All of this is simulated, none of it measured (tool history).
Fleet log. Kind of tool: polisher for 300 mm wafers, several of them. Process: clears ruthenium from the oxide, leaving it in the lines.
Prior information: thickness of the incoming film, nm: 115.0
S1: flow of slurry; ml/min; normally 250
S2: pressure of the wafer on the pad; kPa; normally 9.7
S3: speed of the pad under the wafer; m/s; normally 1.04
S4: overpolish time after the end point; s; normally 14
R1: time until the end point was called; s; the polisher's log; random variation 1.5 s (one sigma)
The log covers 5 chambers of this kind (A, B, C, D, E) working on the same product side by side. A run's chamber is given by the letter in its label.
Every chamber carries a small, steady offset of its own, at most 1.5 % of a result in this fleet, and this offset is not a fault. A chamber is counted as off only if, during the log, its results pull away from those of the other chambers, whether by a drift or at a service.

| run | day | S1 | S2 | S3 | S4 | R1 |
|---|---|---|---|---|---|---|
|  | 0.042 | chamber D: worn pad replaced by a new one |
|  | 0.088 | chamber B: worn pad replaced by a new one |
| 1A | 0.296 | 250 | 9.7 | 1.04 | 14 | 122.86 |
|  | 0.471 | chamber A: head pressure recalibrated |
| 2B | 0.892 | 250 | 9.7 | 1.04 | 14 | 122.7 |
|  | 1.104 | chamber C: slurry nozzle cleaned |
| 3E | 1.554 | 250 | 9.7 | 1.04 | 14 | 125.99 |
| 4C | 2.204 | 250 | 9.7 | 1.04 | 14 | 121.27 |
|  | 2.842 | chamber C: worn pad replaced by a new one |
| 5D | 2.867 | 320 | 9.7 | 1.04 | 10 | 122.65 |
| 6C | 3.225 | 320 | 9.7 | 1.04 | 10 | 120.3 |
| 7A | 3.738 | 320 | 9.7 | 1.04 | 10 | 121.29 |
|  | 4.062 | chamber D: worn pad replaced by a new one |
| 8B | 4.075 | 320 | 9.7 | 1.04 | 10 | 119.72 |
| 9D | 4.688 | 320 | 9.7 | 1.04 | 10 | 119.5 |
|  | 4.717 | chamber A: worn pad replaced by a new one |
|  | 4.962 | chamber B: worn pad replaced by a new one |
|  | 4.975 | chamber E: worn pad replaced by a new one |
| 10E | 5.017 | 250 | 9.7 | 1.04 | 14 | 121.86 |
|  | 5.421 | chamber D: head pressure recalibrated |
| 11B | 5.617 | 250 | 9.7 | 1.04 | 14 | 121 |
| 12C | 6.15 | 250 | 9.7 | 1.04 | 14 | 124.71 |
| 13E | 6.812 | 250 | 9.7 | 1.04 | 14 | 125.97 |
|  | 6.925 | chamber E: head pressure recalibrated |
| 14A | 7.45 | 250 | 9.7 | 1.04 | 14 | 123.9 |
|  | 7.55 | chamber C: worn pad replaced by a new one |
|  | 7.775 | chamber E: slurry nozzle cleaned |
|  | 7.962 | chamber A: slurry nozzle cleaned |
| 15D | 8.046 | 250 | 9.7 | 1.04 | 14 | 126.36 |
|  | 8.467 | chamber D: worn pad replaced by a new one |
| 16D | 8.546 | 250 | 13.1 | 1.26 | 14 | 75.672 |
| 17E | 9.021 | 250 | 13.1 | 1.26 | 14 | 74.828 |
| 18B | 9.367 | 250 | 13.1 | 1.26 | 14 | 76.12 |
| 19A | 9.704 | 250 | 13.1 | 1.26 | 14 | 76.872 |
|  | 9.883 | chamber B: worn pad replaced by a new one |
|  | 10.008 | chamber D: slurry nozzle cleaned |
| 20C | 10.179 | 250 | 13.1 | 1.26 | 14 | 76.587 |
|  | 10.642 | chamber A: worn pad replaced by a new one |
| 21D | 10.742 | 250 | 9.7 | 1.04 | 14 | 125.65 |
| 22C | 11.3 | 250 | 9.7 | 1.04 | 14 | 124.66 |
| 23A | 11.779 | 250 | 9.7 | 1.04 | 14 | 124.34 |
|  | 12.046 | chamber C: worn pad replaced by a new one |
| 24B | 12.079 | 250 | 9.7 | 1.04 | 14 | 125.71 |
| 25E | 12.575 | 250 | 9.7 | 1.04 | 14 | 122.07 |
|  | 12.596 | chamber E: worn pad replaced by a new one |
| 26D | 12.983 | 250 | 9.7 | 1.04 | 14 | 125.86 |
|  | 13.3 | chamber D: worn pad replaced by a new one |
| 27C | 13.438 | 250 | 6.2 | 0.88 | 14 | 225.23 |
|  | 13.646 | chamber B: slurry nozzle cleaned |
| 28E | 13.954 | 250 | 6.2 | 0.88 | 14 | 227.74 |
| 29B | 14.346 | 250 | 6.2 | 0.88 | 14 | 226.59 |
|  | 14.358 | chamber B: worn pad replaced by a new one |
| 30A | 14.733 | 250 | 6.2 | 0.88 | 14 | 228.44 |
| 31E | 15.225 | 250 | 6.2 | 0.88 | 14 | 231.23 |
| 32A | 15.733 | 250 | 9.7 | 1.04 | 14 | 125.05 |
| 33B | 16.221 | 295 | 9.7 | 0.84 | 14 | 150.09 |
| 34C | 16.792 | 295 | 9.7 | 0.84 | 14 | 150.73 |
|  | 16.904 | chamber C: worn pad replaced by a new one |
|  | 17.175 | chamber D: worn pad replaced by a new one |
| 35D | 17.425 | 295 | 9.7 | 0.84 | 14 | 148.45 |
|  | 17.446 | chamber A: worn pad replaced by a new one |
|  | 17.642 | chamber A: head pressure recalibrated |
|  | 17.704 | chamber E: slurry nozzle cleaned |
| 36D | 17.962 | 295 | 9.7 | 0.84 | 14 | 155.47 |
|  | 18.296 | chamber B: worn pad replaced by a new one |
| 37B | 18.467 | 295 | 9.7 | 0.84 | 14 | 155.94 |
| 38C | 19.054 | 250 | 7.6 | 1.04 | 20 | 159.78 |
| 39E | 19.458 | 250 | 7.6 | 1.04 | 20 | 159.46 |
| 40A | 19.908 | 250 | 7.6 | 1.04 | 20 | 156.93 |
| 41A | 20.471 | 250 | 7.6 | 1.04 | 20 | 158.17 |
| 42C | 20.904 | 250 | 7.6 | 1.04 | 20 | 159.7 |
| 43B | 21.288 | 250 | 9.7 | 1.04 | 14 | 122.24 |

What goes on in this fleet: one chamber off, a drifting gauge, or nothing beyond the chambers' own small offsets? Name the chamber and the cause, if any.

The fleet is healthy, with each chamber sitting at its usual small offset and no drift in the gauge.
